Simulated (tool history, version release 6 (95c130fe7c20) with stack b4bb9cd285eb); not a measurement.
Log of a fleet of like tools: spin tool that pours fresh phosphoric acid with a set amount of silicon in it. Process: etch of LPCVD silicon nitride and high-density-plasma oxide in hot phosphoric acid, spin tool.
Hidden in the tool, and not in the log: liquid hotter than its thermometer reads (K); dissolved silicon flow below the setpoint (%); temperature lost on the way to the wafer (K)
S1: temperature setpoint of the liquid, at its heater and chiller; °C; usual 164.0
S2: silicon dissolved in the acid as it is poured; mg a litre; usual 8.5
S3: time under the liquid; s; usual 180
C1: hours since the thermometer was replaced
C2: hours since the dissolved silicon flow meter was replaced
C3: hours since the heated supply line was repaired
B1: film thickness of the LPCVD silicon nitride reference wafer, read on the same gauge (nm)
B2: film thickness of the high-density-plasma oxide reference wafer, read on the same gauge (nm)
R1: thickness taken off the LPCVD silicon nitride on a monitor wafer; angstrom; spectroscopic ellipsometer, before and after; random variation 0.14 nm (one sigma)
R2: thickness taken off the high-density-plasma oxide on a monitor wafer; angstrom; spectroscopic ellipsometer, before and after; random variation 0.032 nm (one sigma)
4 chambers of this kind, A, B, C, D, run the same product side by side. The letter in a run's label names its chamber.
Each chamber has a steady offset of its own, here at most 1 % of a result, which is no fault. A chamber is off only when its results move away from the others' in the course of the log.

run,hour,S1,S2,S3,C1,C2,C3,B1,B2,R1,R2
1D,4.7,164.0,8.5,180,790.4,1197.1,1557.4,110.04,129.98,188.340,6.8440
2B,9.7,164.0,8.5,180,1415.8,1627.0,1218.0,109.99,129.99,186.670,6.7119
3A,13.7,164.0,8.5,180,1970.2,103.6,1276.8,110.04,129.97,190.570,6.9441
4C,18.4,164.0,8.5,180,687.2,1437.2,421.6,110.02,129.99,187.900,7.2507
5B,22.4,164.0,8.5,180,1428.5,1639.7,1230.7,110.00,130.01,185.790,6.9446
6C,27.4,164.0,8.5,180,696.2,1446.2,430.6,110.01,130.05,188.360,6.4707
7D,32.0,164.0,8.5,180,817.7,1224.4,1584.7,110.01,130.00,189.440,7.1719
8A,35.8,164.0,8.5,180,1992.3,125.7,1298.9,110.01,129.99,188.390,7.1075
9C,38.9,164.0,8.5,180,707.7,1457.7,442.1,109.99,129.98,188.320,6.6217
10B,43.7,164.0,8.5,180,1449.8,1661.0,1252.0,109.98,130.00,187.600,7.2049
11A,48.1,164.0,8.5,180,2004.6,138.0,1311.2,110.00,130.03,190.380,7.0944
12D,53.0,164.0,8.5,180,838.7,1245.4,1605.7,109.99,130.01,189.280,7.4151
13D,56.7,164.0,8.5,180,842.4,1249.1,1609.4,109.99,129.99,189.430,6.9700
14A,61.8,164.0,8.5,180,2018.3,151.7,1324.9,110.05,129.98,188.880,6.7952
15B,64.5,164.0,8.5,180,1470.6,1681.8,1272.8,109.98,130.02,188.660,6.6668
16C,67.0,164.0,8.5,180,735.8,1485.8,470.2,109.98,130.03,188.320,6.7177
17A,70.6,165.5,11.5,180,2027.1,160.5,1333.7,110.02,130.00,197.410,7.5873
18B,73.0,165.5,11.5,180,1479.1,1690.3,1281.3,109.99,130.02,199.940,7.5560
19C,77.4,165.5,11.5,180,746.2,1496.2,480.6,109.98,129.99,197.740,7.2878
20D,82.6,165.5,11.5,180,868.3,1275.0,1635.3,110.00,130.00,200.620,7.3012
21B,86.2,164.0,14.5,180,1492.3,1703.5,1294.5,109.96,129.97,187.750,6.1072
22C,89.1,164.0,14.5,180,757.9,1507.9,492.3,110.00,130.03,187.530,5.9515
23D,91.7,164.0,14.5,180,877.4,1284.1,1644.4,109.98,129.99,190.040,6.0019
24A,96.4,164.0,14.5,180,2052.9,186.3,1359.5,110.03,130.03,192.040,6.4865
25D,99.0,164.0,8.5,180,884.7,1291.4,1651.7,110.02,129.99,189.000,7.0994
26B,102.3,164.0,8.5,180,1508.4,1719.6,1310.6,110.01,129.99,190.500,7.4243
27C,105.3,164.0,8.5,180,774.1,1524.1,508.5,110.05,130.00,186.630,7.0680
28A,108.2,164.0,8.5,180,2064.7,198.1,1371.3,110.02,129.97,191.040,6.4903
29A,112.5,164.0,8.5,180,2069.0,202.4,1375.6,109.98,130.01,186.020,6.8796
30C,114.8,164.0,8.5,180,783.6,1533.6,518.0,109.97,130.01,186.070,7.2930
31D,119.5,164.0,8.5,180,905.2,1311.9,1672.2,110.01,129.98,189.140,6.9895
32B,124.7,164.0,8.5,180,1530.8,1742.0,1333.0,109.96,129.99,189.590,7.1818
33A,128.2,164.0,8.5,180,2084.7,218.1,1391.3,110.02,129.99,187.730,7.2721
34B,132.6,165.5,8.5,90,1538.7,1749.9,1340.9,110.02,130.00,99.154,4.0998
35C,136.5,165.5,8.5,90,805.3,1555.3,539.7,110.02,130.02,98.904,3.8181

Next, every chamber runs the same settings. What will each give?
36A,140.2,164.0,8.5,180,,,,,,?,?
36B,140.2,164.0,8.5,180,,,,,,?,?
36C,140.2,164.0,8.5,180,,,,,,?,?
36D,140.2,164.0,8.5,180,,,,,,?,?

run,R1,R2
36A,187.780,6.7733
36B,187.570,6.4544
36C,187.280,6.9904
36D,188.670,7.3001
